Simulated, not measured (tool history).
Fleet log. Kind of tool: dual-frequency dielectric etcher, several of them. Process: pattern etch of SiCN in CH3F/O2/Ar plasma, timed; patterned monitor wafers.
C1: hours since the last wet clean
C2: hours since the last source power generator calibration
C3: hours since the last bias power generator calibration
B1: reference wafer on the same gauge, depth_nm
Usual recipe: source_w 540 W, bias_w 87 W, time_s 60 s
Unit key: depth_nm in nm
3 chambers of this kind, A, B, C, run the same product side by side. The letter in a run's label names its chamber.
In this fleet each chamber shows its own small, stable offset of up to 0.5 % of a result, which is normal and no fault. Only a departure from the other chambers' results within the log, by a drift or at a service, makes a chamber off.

{"run": "1A", "hour": 7.8, "source_w": 540, "bias_w": 87, "time_s": 60, "C1": 197.9, "C2": 2902, "C3": 1882.2, "B1": 24.391, "depth_nm": 26.982}
{"run": "2B", "hour": 15.7, "source_w": 540, "bias_w": 87, "time_s": 60, "C1": 17.9, "C2": 24.9, "C3": 811.3, "B1": 24.388, "depth_nm": 26.809}
{"run": "3C", "hour": 26.7, "source_w": 540, "bias_w": 87, "time_s": 60, "C1": 283, "C2": 1738.9, "C3": 2414.2, "B1": 24.382, "depth_nm": 26.721}
{"run": "4B", "hour": 36.2, "source_w": 540, "bias_w": 87, "time_s": 60, "C1": 38.4, "C2": 45.4, "C3": 831.8, "B1": 24.384, "depth_nm": 26.87}
{"run": "5A", "hour": 41.6, "source_w": 540, "bias_w": 87, "time_s": 60, "C1": 231.7, "C2": 2935.8, "C3": 1916, "B1": 24.388, "depth_nm": 26.844}
{"run": "6C", "hour": 49.1, "source_w": 540, "bias_w": 87, "time_s": 60, "C1": 305.4, "C2": 1761.3, "C3": 2436.6, "B1": 24.405, "depth_nm": 26.889}
{"run": "7A", "hour": 55.3, "source_w": 540, "bias_w": 87, "time_s": 60, "C1": 245.4, "C2": 2949.5, "C3": 1929.7, "B1": 24.403, "depth_nm": 26.859}
{"run": "8B", "hour": 61.3, "source_w": 540, "bias_w": 87, "time_s": 60, "C1": 63.5, "C2": 70.5, "C3": 856.9, "B1": 24.376, "depth_nm": 26.898}
{"run": "9C", "hour": 71.6, "source_w": 490, "bias_w": 87, "time_s": 60, "C1": 327.9, "C2": 1783.8, "C3": 2459.1, "B1": 24.405, "depth_nm": 25.846}
{"run": "10A", "hour": 76.8, "source_w": 490, "bias_w": 87, "time_s": 60, "C1": 266.9, "C2": 2971, "C3": 1951.2, "B1": 24.396, "depth_nm": 25.853}
{"run": "11C", "hour": 82.6, "source_w": 490, "bias_w": 87, "time_s": 60, "C1": 338.9, "C2": 1794.8, "C3": 2470.1, "B1": 24.4, "depth_nm": 25.907}
{"run": "12B", "hour": 89.6, "source_w": 540, "bias_w": 87, "time_s": 60, "C1": 91.8, "C2": 98.8, "C3": 885.2, "B1": 24.414, "depth_nm": 26.838}
{"run": "13B", "hour": 101.4, "source_w": 400, "bias_w": 107, "time_s": 60, "C1": 103.6, "C2": 110.6, "C3": 897, "B1": 24.408, "depth_nm": 25.851}
{"run": "14A", "hour": 111.8, "source_w": 400, "bias_w": 107, "time_s": 60, "C1": 301.9, "C2": 3006, "C3": 1986.2, "B1": 24.406, "depth_nm": 25.86}
{"run": "15C", "hour": 120.2, "source_w": 400, "bias_w": 107, "time_s": 60, "C1": 376.5, "C2": 1832.4, "C3": 2507.7, "B1": 24.399, "depth_nm": 25.961}
{"run": "16A", "hour": 129.3, "source_w": 540, "bias_w": 87, "time_s": 60, "C1": 319.4, "C2": 3023.5, "C3": 2003.7, "B1": 24.396, "depth_nm": 26.688}
{"run": "17C", "hour": 136.5, "source_w": 620, "bias_w": 87, "time_s": 76.5, "C1": 392.8, "C2": 1848.7, "C3": 2524, "B1": 24.402, "depth_nm": 36.05}
{"run": "18B", "hour": 146.1, "source_w": 620, "bias_w": 87, "time_s": 76.5, "C1": 148.3, "C2": 155.3, "C3": 941.7, "B1": 24.404, "depth_nm": 35.843}
{"run": "19C", "hour": 152.0, "source_w": 620, "bias_w": 87, "time_s": 76.5, "C1": 408.3, "C2": 1864.2, "C3": 2539.5, "B1": 24.412, "depth_nm": 36.064}
{"hour": 153.4, "done": "chamber C: wet clean of the chamber"}
{"run": "20B", "hour": 161.4, "source_w": 540, "bias_w": 87, "time_s": 60, "C1": 163.6, "C2": 170.6, "C3": 957, "B1": 24.394, "depth_nm": 26.925}
{"run": "21A", "hour": 170.2, "source_w": 540, "bias_w": 87, "time_s": 60, "C1": 360.3, "C2": 3064.4, "C3": 2044.6, "B1": 24.385, "depth_nm": 26.46}
{"run": "22C", "hour": 175.8, "source_w": 540, "bias_w": 87, "time_s": 60, "C1": 22.4, "C2": 1888, "C3": 2563.3, "B1": 24.398, "depth_nm": 26.756}
{"run": "23B", "hour": 185.5, "source_w": 540, "bias_w": 87, "time_s": 60, "C1": 187.7, "C2": 194.7, "C3": 981.1, "B1": 24.396, "depth_nm": 26.885}
{"run": "24A", "hour": 192.0, "source_w": 540, "bias_w": 87, "time_s": 60, "C1": 382.1, "C2": 3086.2, "C3": 2066.4, "B1": 24.389, "depth_nm": 26.445}
{"run": "25C", "hour": 197.5, "source_w": 540, "bias_w": 87, "time_s": 60, "C1": 44.1, "C2": 1909.7, "C3": 2585, "B1": 24.401, "depth_nm": 26.996}
{"run": "26A", "hour": 208.9, "source_w": 540, "bias_w": 106, "time_s": 60, "C1": 399, "C2": 3103.1, "C3": 2083.3, "B1": 24.407, "depth_nm": 28.688}
{"run": "27B", "hour": 219.0, "source_w": 540, "bias_w": 106, "time_s": 60, "C1": 221.2, "C2": 228.2, "C3": 1014.6, "B1": 24.409, "depth_nm": 28.804}
{"run": "28A", "hour": 229.9, "source_w": 540, "bias_w": 106, "time_s": 60, "C1": 420, "C2": 3124.1, "C3": 2104.3, "B1": 24.413, "depth_nm": 28.444}
{"run": "29C", "hour": 240.8, "source_w": 540, "bias_w": 87, "time_s": 60, "C1": 87.4, "C2": 1953, "C3": 2628.3, "B1": 24.405, "depth_nm": 26.802}
{"run": "30B", "hour": 247.7, "source_w": 540, "bias_w": 87, "time_s": 60, "C1": 249.9, "C2": 256.9, "C3": 1043.3, "B1": 24.397, "depth_nm": 26.871}
{"run": "31B", "hour": 253.2, "source_w": 540, "bias_w": 87, "time_s": 60, "C1": 255.4, "C2": 262.4, "C3": 1048.8, "B1": 24.398, "depth_nm": 26.887}
{"run": "32A", "hour": 264.6, "source_w": 470, "bias_w": 87, "time_s": 60, "C1": 454.7, "C2": 3158.8, "C3": 2139, "B1": 24.389, "depth_nm": 24.965}
{"run": "33C", "hour": 273.0, "source_w": 470, "bias_w": 87, "time_s": 60, "C1": 119.6, "C2": 1985.2, "C3": 2660.5, "B1": 24.392, "depth_nm": 25.514}
{"run": "34C", "hour": 279.6, "source_w": 470, "bias_w": 87, "time_s": 60, "C1": 126.2, "C2": 1991.8, "C3": 2667.1, "B1": 24.38, "depth_nm": 25.593}
{"run": "35A", "hour": 290.2, "source_w": 540, "bias_w": 87, "time_s": 60, "C1": 480.3, "C2": 3184.4, "C3": 2164.6, "B1": 24.415, "depth_nm": 26.176}
{"run": "36B", "hour": 298.7, "source_w": 540, "bias_w": 87, "time_s": 60, "C1": 300.9, "C2": 307.9, "C3": 1094.3, "B1": 24.39, "depth_nm": 26.819}
{"run": "37C", "hour": 309.3, "source_w": 540, "bias_w": 87, "time_s": 60, "C1": 155.9, "C2": 2021.5, "C3": 2696.8, "B1": 24.408, "depth_nm": 26.722}
{"run": "38B", "hour": 316.4, "source_w": 540, "bias_w": 87, "time_s": 60, "C1": 318.6, "C2": 325.6, "C3": 1112, "B1": 24.416, "depth_nm": 26.895}
{"run": "39A", "hour": 326.6, "source_w": 540, "bias_w": 87, "time_s": 60, "C1": 516.7, "C2": 3220.8, "C3": 2201, "B1": 24.4, "depth_nm": 26.217}
{"run": "40B", "hour": 334.8, "source_w": 540, "bias_w": 87, "time_s": 60, "C1": 337, "C2": 344, "C3": 1130.4, "B1": 24.404, "depth_nm": 26.852}
{"run": "41A", "hour": 344.4, "source_w": 540, "bias_w": 87, "time_s": 60, "C1": 534.5, "C2": 3238.6, "C3": 2218.8, "B1": 24.401, "depth_nm": 26.193}
{"run": "42C", "hour": 350.7, "source_w": 540, "bias_w": 87, "time_s": 60, "C1": 197.3, "C2": 2062.9, "C3": 2738.2, "B1": 24.391, "depth_nm": 26.854}

Which is it: a chamber that has drifted or been left off by a service, a gauge drift common to all chambers, or only each chamber's usual small offset? If a chamber is off, name it and its likeliest cause.

Little by little, chamber A moves away from the other chambers.
Most likely cause: etch rate under this chamber's usual, % = 2.94.

Chamber A could run next with any of the 4 candidate recipes listed below; each alters the usual settings, and their results appear as question marks. Which one brings its results back in line with what the other chambers deliver on the usual settings?
To be in line, a result may differ from the other chambers' mean on the usual settings by at most: depth_nm 0.22 nm
{"run": "43A-1", "hour": 359.4, "source_w": 500, "bias_w": 87, "time_s": 60, "depth_nm": "?"}
{"run": "43A-2", "hour": 359.4, "source_w": 540, "bias_w": 84, "time_s": 60, "depth_nm": "?"}
{"run": "43A-3", "hour": 359.4, "source_w": 550, "bias_w": 88, "time_s": 60, "depth_nm": "?"}
{"run": "43A-4", "hour": 359.4, "source_w": 560, "bias_w": 90, "time_s": 60, "depth_nm": "?"}

What the other chambers average on the usual settings: depth_nm 26.854 nm
run=43A-1 depth_nm=25.363
run=43A-2 depth_nm=25.783
run=43A-3 depth_nm=26.408
run=43A-4 depth_nm=26.808
With 43A-4, the chamber falls back in line with the rest.
